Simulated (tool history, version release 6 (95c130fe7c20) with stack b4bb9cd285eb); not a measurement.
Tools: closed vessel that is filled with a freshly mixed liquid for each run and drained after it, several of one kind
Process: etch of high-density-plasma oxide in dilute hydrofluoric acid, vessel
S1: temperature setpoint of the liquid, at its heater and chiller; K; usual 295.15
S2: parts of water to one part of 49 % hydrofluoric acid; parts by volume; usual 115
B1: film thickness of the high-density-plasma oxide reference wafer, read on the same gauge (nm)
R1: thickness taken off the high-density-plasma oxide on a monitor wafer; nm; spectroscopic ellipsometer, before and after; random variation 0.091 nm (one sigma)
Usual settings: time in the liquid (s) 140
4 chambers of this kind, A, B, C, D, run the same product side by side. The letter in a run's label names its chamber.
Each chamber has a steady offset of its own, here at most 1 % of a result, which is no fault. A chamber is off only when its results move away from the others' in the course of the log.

run 1C hour=7.5 | S1=295.15 S2=115 time_in_the_liquid_(s)=140 | B1=140.02 | R1=11.0540
run 2D hour=17.9 | S1=295.15 S2=115 time_in_the_liquid_(s)=140 | B1=140.00 | R1=10.9650
run 3A hour=26.6 | S1=295.15 S2=115 time_in_the_liquid_(s)=140 | B1=139.99 | R1=10.8480
run 4B hour=34.6 | S1=295.15 S2=115 time_in_the_liquid_(s)=140 | B1=140.01 | R1=10.9190
run 5B hour=42.3 | S1=295.15 S2=115 time_in_the_liquid_(s)=140 | B1=140.02 | R1=11.0530
-- hour=44.9 chamber D: hydrofluoric acid flow meter replaced
-- hour=45.5 chamber B: hydrofluoric acid flow meter replaced
run 6C hour=50.8 | S1=295.15 S2=115 time_in_the_liquid_(s)=140 | B1=140.00 | R1=10.9720
run 7D hour=62.5 | S1=295.15 S2=115 time_in_the_liquid_(s)=140 | B1=140.02 | R1=11.2290
run 8A hour=68.7 | S1=295.15 S2=115 time_in_the_liquid_(s)=140 | B1=140.00 | R1=10.8680
run 9B hour=75.3 | S1=295.15 S2=115 time_in_the_liquid_(s)=140 | B1=140.01 | R1=10.9250
run 10D hour=83.4 | S1=295.15 S2=115 time_in_the_liquid_(s)=140 | B1=139.98 | R1=11.0170
run 11C hour=89.3 | S1=295.15 S2=115 time_in_the_liquid_(s)=140 | B1=140.00 | R1=11.1210
run 12A hour=97.6 | S1=295.15 S2=115 time_in_the_liquid_(s)=140 | B1=140.01 | R1=10.8480
run 13B hour=105.6 | S1=297.15 S2=115 time_in_the_liquid_(s)=110 | B1=139.97 | R1=9.1946
run 14D hour=116.7 | S1=297.15 S2=115 time_in_the_liquid_(s)=110 | B1=139.99 | R1=9.2776
run 15C hour=127.6 | S1=297.15 S2=115 time_in_the_liquid_(s)=110 | B1=140.00 | R1=9.3701
run 16A hour=140.6 | S1=297.15 S2=115 time_in_the_liquid_(s)=110 | B1=139.99 | R1=9.1264
-- hour=142.0 chamber C: thermometer replaced
run 17C hour=153.5 | S1=295.15 S2=115 time_in_the_liquid_(s)=140 | B1=140.00 | R1=10.8750
run 18B hour=166.0 | S1=295.15 S2=115 time_in_the_liquid_(s)=140 | B1=140.01 | R1=10.9460
run 19A hour=177.4 | S1=295.15 S2=115 time_in_the_liquid_(s)=140 | B1=139.98 | R1=11.0940
run 20D hour=188.3 | S1=295.15 S2=115 time_in_the_liquid_(s)=210 | B1=140.02 | R1=16.5040
run 21C hour=198.9 | S1=295.15 S2=115 time_in_the_liquid_(s)=210 | B1=140.00 | R1=16.8030
run 22D hour=210.0 | S1=295.15 S2=115 time_in_the_liquid_(s)=210 | B1=140.02 | R1=16.7270
run 23A hour=219.6 | S1=295.15 S2=115 time_in_the_liquid_(s)=210 | B1=140.02 | R1=16.5790
run 24B hour=228.7 | S1=295.15 S2=75 time_in_the_liquid_(s)=220 | B1=140.01 | R1=27.9090
run 25D hour=240.9 | S1=295.15 S2=75 time_in_the_liquid_(s)=220 | B1=140.03 | R1=27.6370
run 26C hour=249.3 | S1=295.15 S2=75 time_in_the_liquid_(s)=220 | B1=140.00 | R1=27.9860
run 27B hour=260.8 | S1=295.15 S2=75 time_in_the_liquid_(s)=220 | B1=139.99 | R1=27.5450
run 28A hour=267.8 | S1=295.15 S2=115 time_in_the_liquid_(s)=140 | B1=139.99 | R1=10.8570
run 29B hour=277.7 | S1=295.15 S2=115 time_in_the_liquid_(s)=140 | B1=139.99 | R1=10.9930
run 30D hour=289.0 | S1=295.15 S2=115 time_in_the_liquid_(s)=140 | B1=139.99 | R1=11.0430
run 31A hour=300.8 | S1=295.15 S2=115 time_in_the_liquid_(s)=140 | B1=139.99 | R1=10.6760
run 32C hour=308.1 | S1=295.15 S2=115 time_in_the_liquid_(s)=140 | B1=140.00 | R1=10.9720
run 33D hour=315.4 | S1=295.15 S2=115 time_in_the_liquid_(s)=140 | B1=140.01 | R1=10.9220
run 34B hour=321.9 | S1=295.15 S2=115 time_in_the_liquid_(s)=140 | B1=139.99 | R1=10.8980
run 35C hour=333.5 | S1=295.15 S2=115 time_in_the_liquid_(s)=140 | B1=139.97 | R1=11.1310
run 36A hour=342.9 | S1=295.15 S2=115 time_in_the_liquid_(s)=140 | B1=139.98 | R1=11.0880
run 37B hour=350.7 | S1=295.15 S2=115 time_in_the_liquid_(s)=140 | B1=140.01 | R1=11.0360

What goes on in this fleet: one chamber off, a drifting gauge, or nothing beyond the chambers' own small offsets? Name the chamber and the cause, if any.

No chamber stands off beyond its own small offset, and the gauge holds steady.
